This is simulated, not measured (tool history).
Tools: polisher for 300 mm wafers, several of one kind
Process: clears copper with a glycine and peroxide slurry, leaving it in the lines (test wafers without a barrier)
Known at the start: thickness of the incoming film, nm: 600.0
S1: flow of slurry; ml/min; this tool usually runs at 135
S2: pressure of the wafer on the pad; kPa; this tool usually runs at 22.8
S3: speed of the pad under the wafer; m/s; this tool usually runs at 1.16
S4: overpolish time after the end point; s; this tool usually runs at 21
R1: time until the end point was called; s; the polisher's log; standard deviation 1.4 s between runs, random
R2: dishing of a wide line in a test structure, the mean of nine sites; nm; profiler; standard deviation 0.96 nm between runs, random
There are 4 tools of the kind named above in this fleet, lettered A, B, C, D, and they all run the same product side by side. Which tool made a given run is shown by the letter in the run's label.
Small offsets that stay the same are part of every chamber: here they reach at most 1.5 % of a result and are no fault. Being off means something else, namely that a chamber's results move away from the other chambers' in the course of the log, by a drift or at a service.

run   hour   S1    S2    S3  S4       R1      R2
 1C    2.9  135  22.8  1.16  21   98.611  40.946
 2A    5.9  135  22.8  1.16  21  100.430  40.557
 3B    8.1  135  22.8  1.16  21   99.160  40.308
 4D   10.8  135  22.8  1.16  21  100.430  41.472
 5B   14.4  135  22.8  1.16  21   97.898  41.044
      15.0  -- chamber A: worn pad replaced by a new one
 6C   17.6  135  22.8  1.16  21   98.496  41.794
 7D   21.8  135  22.8  1.16  21   98.855  42.508
 8A   24.0  135  22.8  1.16  21   97.052  42.108
 9A   26.1  135  15.2  0.98  21  155.320  35.479
      28.4  -- chamber D: worn pad replaced by a new one
10D   28.7  135  15.2  0.98  21  161.240  34.606
11B   31.7  135  15.2  0.98  21  154.140  34.422
12C   34.8  135  15.2  0.98  21  161.170  34.744
13B   37.6  135  22.8  1.16  21   98.475  40.398
14D   40.8  135  22.8  1.16  21  101.440  41.608
15C   43.6  100  22.8  0.82  21  144.940  36.041
16A   46.0  100  22.8  0.82  21  141.560  37.774
17A   48.7  100  22.8  0.82  21  141.150  36.860
18B   52.6  100  22.8  0.82  21  142.180  38.386
19D   55.8  135  22.8  1.16  21   99.821  43.423
20C   59.3  135  22.8  1.16  21  102.240  41.027
      61.3  -- chamber C: worn pad replaced by a new one
21C   62.7  135  22.8  1.16  21   99.703  43.234
      63.0  -- chamber A: slurry nozzle cleaned
22B   64.6  135  22.8  1.16  21  101.360  41.131
23A   67.3  135  22.8  1.16  21  100.830  42.303
24D   70.5  135  22.8  1.16  21   99.889  45.107
25C   73.8  135  22.8  1.16  21  101.320  43.229
      75.7  -- chamber D: slurry nozzle cleaned
26B   76.7  135  22.8  1.16  21   97.638  43.869
27D   81.0  170  22.8  1.16  21   95.641  42.735
28A   83.2  170  22.8  1.16  21   94.368  42.922
      85.8  -- chamber B: head pressure recalibrated
      86.4  -- chamber B: worn pad replaced by a new one
29D   86.7  170  22.8  1.16  21   98.515  42.008
30A   90.9  170  22.8  1.16  21   97.909  42.010
31C   93.0  135  22.8  1.16  21  100.750  41.828
      95.9  -- chamber D: worn pad replaced by a new one
32B   96.2  135  22.8  1.16  21   97.995  43.231
33C  100.0  135  22.8  1.16  21   97.537  41.401
34B  103.3  135  22.8  1.16  21   98.109  43.126
35D  106.4  135  22.8  0.78  21  141.750  37.064
36A  110.4  135  22.8  0.78  21  137.570  38.967
37A  112.3  135  22.8  0.78  21  135.130  37.934
38D  114.4  135  22.8  0.78  21  140.330  37.676
39B  118.5  135  22.8  1.16  21   97.373  41.699

Each of the 4 chambers runs these same settings next. Fill in every chamber's results:
40A  121.6  135  22.8  1.16   9   ?   ?
40B  121.6  135  22.8  1.16   9   ?   ?
40C  121.6  135  22.8  1.16   9   ?   ?
40D  121.6  135  22.8  1.16   9   ?   ?

run      R1      R2
40A  98.934  28.648
40B  99.265  28.485
40C  96.094  28.310
40D  99.335  29.144
